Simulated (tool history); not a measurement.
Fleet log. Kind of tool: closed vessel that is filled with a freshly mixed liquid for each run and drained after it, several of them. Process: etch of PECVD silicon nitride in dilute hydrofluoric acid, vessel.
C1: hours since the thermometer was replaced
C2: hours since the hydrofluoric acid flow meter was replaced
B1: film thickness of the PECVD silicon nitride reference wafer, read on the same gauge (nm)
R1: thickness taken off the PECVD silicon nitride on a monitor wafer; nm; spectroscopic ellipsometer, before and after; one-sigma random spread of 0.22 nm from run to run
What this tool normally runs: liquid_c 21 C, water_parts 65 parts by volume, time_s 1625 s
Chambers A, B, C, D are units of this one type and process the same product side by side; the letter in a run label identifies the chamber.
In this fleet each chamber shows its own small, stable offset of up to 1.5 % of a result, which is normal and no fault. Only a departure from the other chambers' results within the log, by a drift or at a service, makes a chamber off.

run 1C hour=11.7 | liquid_c=21 water_parts=65 time_s=1625 | C1=1101.6 C2=676.5 | B1=120.01 | R1=45.494
run 2B hour=23.1 | liquid_c=21 water_parts=65 time_s=1625 | C1=330.9 C2=1014.2 | B1=120 | R1=45.56
run 3A hour=33.3 | liquid_c=21 water_parts=65 time_s=1625 | C1=779.7 C2=590.3 | B1=120 | R1=44.841
run 4D hour=45 | liquid_c=21 water_parts=65 time_s=1625 | C1=2182.2 C2=214.3 | B1=119.99 | R1=44.94
run 5C hour=52.1 | liquid_c=21 water_parts=65 time_s=1625 | C1=1142 C2=716.9 | B1=120.02 | R1=45.247
run 6A hour=63.4 | liquid_c=21 water_parts=65 time_s=1625 | C1=809.8 C2=620.4 | B1=120 | R1=44.79
-- hour=63.9 chamber A: hydrofluoric acid flow meter replaced
run 7D hour=71.1 | liquid_c=21 water_parts=65 time_s=1625 | C1=2208.3 C2=240.4 | B1=120.01 | R1=44.671
run 8B hour=81.1 | liquid_c=21 water_parts=65 time_s=1625 | C1=388.9 C2=1072.2 | B1=120 | R1=45.445
run 9B hour=86.5 | liquid_c=21 water_parts=65 time_s=1625 | C1=394.3 C2=1077.6 | B1=119.98 | R1=45.875
run 10D hour=98.7 | liquid_c=21 water_parts=65 time_s=1625 | C1=2235.9 C2=268 | B1=120 | R1=44.236
run 11C hour=106.3 | liquid_c=21 water_parts=65 time_s=1625 | C1=1196.2 C2=771.1 | B1=120.02 | R1=45.584
run 12A hour=112.1 | liquid_c=21 water_parts=65 time_s=1625 | C1=858.5 C2=48.3 | B1=120 | R1=44.721
run 13B hour=120.8 | liquid_c=21 water_parts=65 time_s=1625 | C1=428.6 C2=1111.9 | B1=120.02 | R1=46.094
run 14C hour=127.2 | liquid_c=21 water_parts=65 time_s=1625 | C1=1217.1 C2=792 | B1=120.01 | R1=45.454
run 15D hour=134.8 | liquid_c=21 water_parts=65 time_s=1625 | C1=2272 C2=304.1 | B1=119.99 | R1=44.16
run 16A hour=144.9 | liquid_c=21 water_parts=65 time_s=1625 | C1=891.3 C2=81.1 | B1=120 | R1=44.982
run 17D hour=156.4 | liquid_c=25 water_parts=65 time_s=1625 | C1=2293.6 C2=325.7 | B1=120.03 | R1=57.189
run 18A hour=163.4 | liquid_c=25 water_parts=65 time_s=1625 | C1=909.8 C2=99.6 | B1=119.97 | R1=59.432
run 19B hour=170.4 | liquid_c=25 water_parts=65 time_s=1625 | C1=478.2 C2=1161.5 | B1=120.03 | R1=59.886
run 20C hour=181.1 | liquid_c=25 water_parts=65 time_s=1625 | C1=1271 C2=845.9 | B1=120.02 | R1=59.562
-- hour=186.9 chamber B: hydrofluoric acid flow meter replaced
run 21B hour=192.5 | liquid_c=21 water_parts=65 time_s=1625 | C1=500.3 C2=5.7 | B1=120.01 | R1=45.619
run 22D hour=201.6 | liquid_c=21 water_parts=65 time_s=1625 | C1=2338.8 C2=370.9 | B1=120.02 | R1=43.593
run 23C hour=210 | liquid_c=21 water_parts=65 time_s=1625 | C1=1299.9 C2=874.8 | B1=119.99 | R1=45.66
run 24A hour=217.9 | liquid_c=21 water_parts=85 time_s=2390 | C1=964.3 C2=154.1 | B1=119.98 | R1=50.449
run 25A hour=224.2 | liquid_c=21 water_parts=85 time_s=2390 | C1=970.6 C2=160.4 | B1=120.02 | R1=51.247
run 26B hour=234 | liquid_c=21 water_parts=85 time_s=2390 | C1=541.8 C2=47.2 | B1=120.02 | R1=51.659
run 27D hour=244.3 | liquid_c=21 water_parts=85 time_s=2390 | C1=2381.5 C2=413.6 | B1=120 | R1=48.863
-- hour=250.3 chamber C: hydrofluoric acid flow meter replaced
run 28C hour=251.4 | liquid_c=21 water_parts=65 time_s=1625 | C1=1341.3 C2=1.2 | B1=120 | R1=45.844
run 29B hour=262.6 | liquid_c=21 water_parts=65 time_s=1625 | C1=570.4 C2=75.8 | B1=119.98 | R1=45.41
run 30D hour=270.3 | liquid_c=21 water_parts=65 time_s=1625 | C1=2407.5 C2=439.6 | B1=120 | R1=42.62
run 31A hour=276.8 | liquid_c=21 water_parts=65 time_s=1625 | C1=1023.2 C2=213 | B1=120.01 | R1=45.049
run 32C hour=288.2 | liquid_c=21 water_parts=65 time_s=1625 | C1=1378.1 C2=38 | B1=120.02 | R1=45.741
run 33A hour=300 | liquid_c=21 water_parts=65 time_s=720 | C1=1046.4 C2=236.2 | B1=119.98 | R1=19.787
run 34C hour=308.4 | liquid_c=21 water_parts=65 time_s=720 | C1=1398.3 C2=58.2 | B1=120 | R1=20.011
run 35B hour=316.5 | liquid_c=21 water_parts=65 time_s=720 | C1=624.3 C2=129.7 | B1=120.01 | R1=20.15
run 36D hour=326.5 | liquid_c=21 water_parts=65 time_s=720 | C1=2463.7 C2=495.8 | B1=120 | R1=18.541
run 37D hour=335 | liquid_c=21 water_parts=65 time_s=1625 | C1=2472.2 C2=504.3 | B1=119.99 | R1=42.195
run 38C hour=343.2 | liquid_c=21 water_parts=65 time_s=1625 | C1=1433.1 C2=93 | B1=119.99 | R1=45.758
run 39B hour=351.9 | liquid_c=21 water_parts=65 time_s=1625 | C1=659.7 C2=165.1 | B1=120 | R1=46.039
run 40A hour=359.1 | liquid_c=21 water_parts=65 time_s=1625 | C1=1105.5 C2=295.3 | B1=120 | R1=44.425
run 41A hour=369.6 | liquid_c=21 water_parts=65 time_s=1625 | C1=1116 C2=305.8 | B1=119.97 | R1=44.953

Next, all 4 chambers run the settings below, one line each with question marks for the results. What does each chamber give?
run 42A hour=378.3 | liquid_c=21 water_parts=65 time_s=1625 | R1=?
run 42B hour=378.3 | liquid_c=21 water_parts=65 time_s=1625 | R1=?
run 42C hour=378.3 | liquid_c=21 water_parts=65 time_s=1625 | R1=?
run 42D hour=378.3 | liquid_c=21 water_parts=65 time_s=1625 | R1=?

run=42A R1=44.8
run=42B R1=45.625
run=42C R1=45.415
run=42D R1=41.897
